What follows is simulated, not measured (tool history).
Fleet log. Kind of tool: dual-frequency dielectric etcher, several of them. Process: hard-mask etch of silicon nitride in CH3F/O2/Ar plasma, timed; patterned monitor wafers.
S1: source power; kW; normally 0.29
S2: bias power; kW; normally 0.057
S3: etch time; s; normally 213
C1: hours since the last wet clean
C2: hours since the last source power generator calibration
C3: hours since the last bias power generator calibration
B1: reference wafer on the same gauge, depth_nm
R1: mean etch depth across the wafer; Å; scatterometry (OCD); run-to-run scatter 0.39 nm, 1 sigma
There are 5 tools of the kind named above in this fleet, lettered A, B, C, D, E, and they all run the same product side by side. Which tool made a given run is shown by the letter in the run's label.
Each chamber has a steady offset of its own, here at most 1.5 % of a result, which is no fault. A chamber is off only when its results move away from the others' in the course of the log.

run	hour	S1	S2	S3	C1	C2	C3	B1	R1
1D	5.6	0.29	0.057	213	477.7	2598.8	247.6	107.07	1209.9
2A	8.4	0.29	0.057	213	414.2	268.8	1869.4	106.93	1204.7
3C	14.2	0.29	0.057	213	368.9	2584.9	424	107.11	1212.1
4B	20.5	0.29	0.057	213	245.3	944.3	1602.7	106.99	1236.3
5E	23.9	0.29	0.057	213	284.2	861.2	2295.8	107.01	1210.5
6C	27.9	0.29	0.057	213	382.6	2598.6	437.7	107.07	1212
7D	32.8	0.29	0.051	213	504.9	2626	274.8	106.98	1177.4
8A	37.1	0.29	0.051	213	442.9	297.5	1898.1	106.96	1170
9B	41	0.29	0.051	213	265.8	964.8	1623.2	106.87	1182.3
10E	44	0.29	0.051	213	304.3	881.3	2315.9	106.94	1159.7
11E	49.7	0.29	0.051	213	310	887	2321.6	106.99	1159.8
# hour 51.5: chamber A: wet clean of the chamber
12D	53.2	0.29	0.057	213	525.3	2646.4	295.2	106.96	1210
13A	59.2	0.29	0.057	213	7.8	319.6	1920.2	107	1163.1
14C	64.6	0.29	0.057	213	419.3	2635.3	474.4	107	1212.2
15B	69.3	0.29	0.057	213	294.1	993.1	1651.5	107.01	1228.1
16B	74.7	0.29	0.057	213	299.5	998.5	1656.9	107.03	1231.6
# hour 74.8: chamber D: wet clean of the chamber
17E	80.2	0.35	0.057	157	340.5	917.5	2352.1	106.93	961.39
# hour 81.8: chamber E: wet clean of the chamber
18A	85.9	0.35	0.057	157	34.5	346.3	1946.9	106.96	927.38
# hour 88.7: chamber B: wet clean of the chamber
19D	92.2	0.35	0.057	157	17.5	2685.4	334.2	107	962.56
20C	97.2	0.35	0.057	157	451.9	2667.9	507	107.05	961.36
21D	102.1	0.35	0.057	157	27.4	2695.3	344.1	106.96	963.33
22A	107	0.29	0.057	213	55.6	367.4	1968	107	1157
23E	111.4	0.29	0.057	213	29.7	948.7	2383.3	106.97	1205.6
# hour 112.1: chamber C: wet clean of the chamber
24B	114.7	0.29	0.057	213	26	1038.5	1696.9	106.9	1222.6
25C	117.8	0.29	0.057	213	5.8	2688.5	527.6	107	1212.2
26A	121.8	0.29	0.057	213	70.4	382.2	1982.8	106.99	1168
27B	127.4	0.24	0.057	213	38.7	1051.2	1709.6	106.97	1141.4
28E	131.5	0.24	0.057	213	49.8	968.8	2403.4	106.99	1117.1
29D	136.5	0.24	0.057	213	61.8	2729.7	378.5	107	1128.6
30C	139.8	0.24	0.057	213	27.8	2710.5	549.6	107.07	1126.8
31B	143.6	0.24	0.057	213	54.9	1067.4	1725.8	107.12	1136.4
32A	148.6	0.29	0.057	213	97.2	409	2009.6	107.02	1164.1
33C	151.9	0.29	0.057	213	39.9	2722.6	561.7	106.97	1217.1
34E	157.1	0.29	0.057	213	75.4	994.4	2429	107.08	1205.3
35D	160.3	0.29	0.057	213	85.6	2753.5	402.3	107	1208.5
36B	163.7	0.29	0.057	190	75	1087.5	1745.9	107	1086.1
37E	169.8	0.29	0.057	190	88.1	1007.1	2441.7	106.99	1079.4

Next, all 5 chambers run the settings below, one line each with question marks for the results. What does each chamber give?
38A	174.4	0.29	0.057	213					?
38B	174.4	0.29	0.057	213					?
38C	174.4	0.29	0.057	213					?
38D	174.4	0.29	0.057	213					?
38E	174.4	0.29	0.057	213					?

run	R1
38A	1161
38B	1222.7
38C	1216.4
38D	1211.3
38E	1198.8

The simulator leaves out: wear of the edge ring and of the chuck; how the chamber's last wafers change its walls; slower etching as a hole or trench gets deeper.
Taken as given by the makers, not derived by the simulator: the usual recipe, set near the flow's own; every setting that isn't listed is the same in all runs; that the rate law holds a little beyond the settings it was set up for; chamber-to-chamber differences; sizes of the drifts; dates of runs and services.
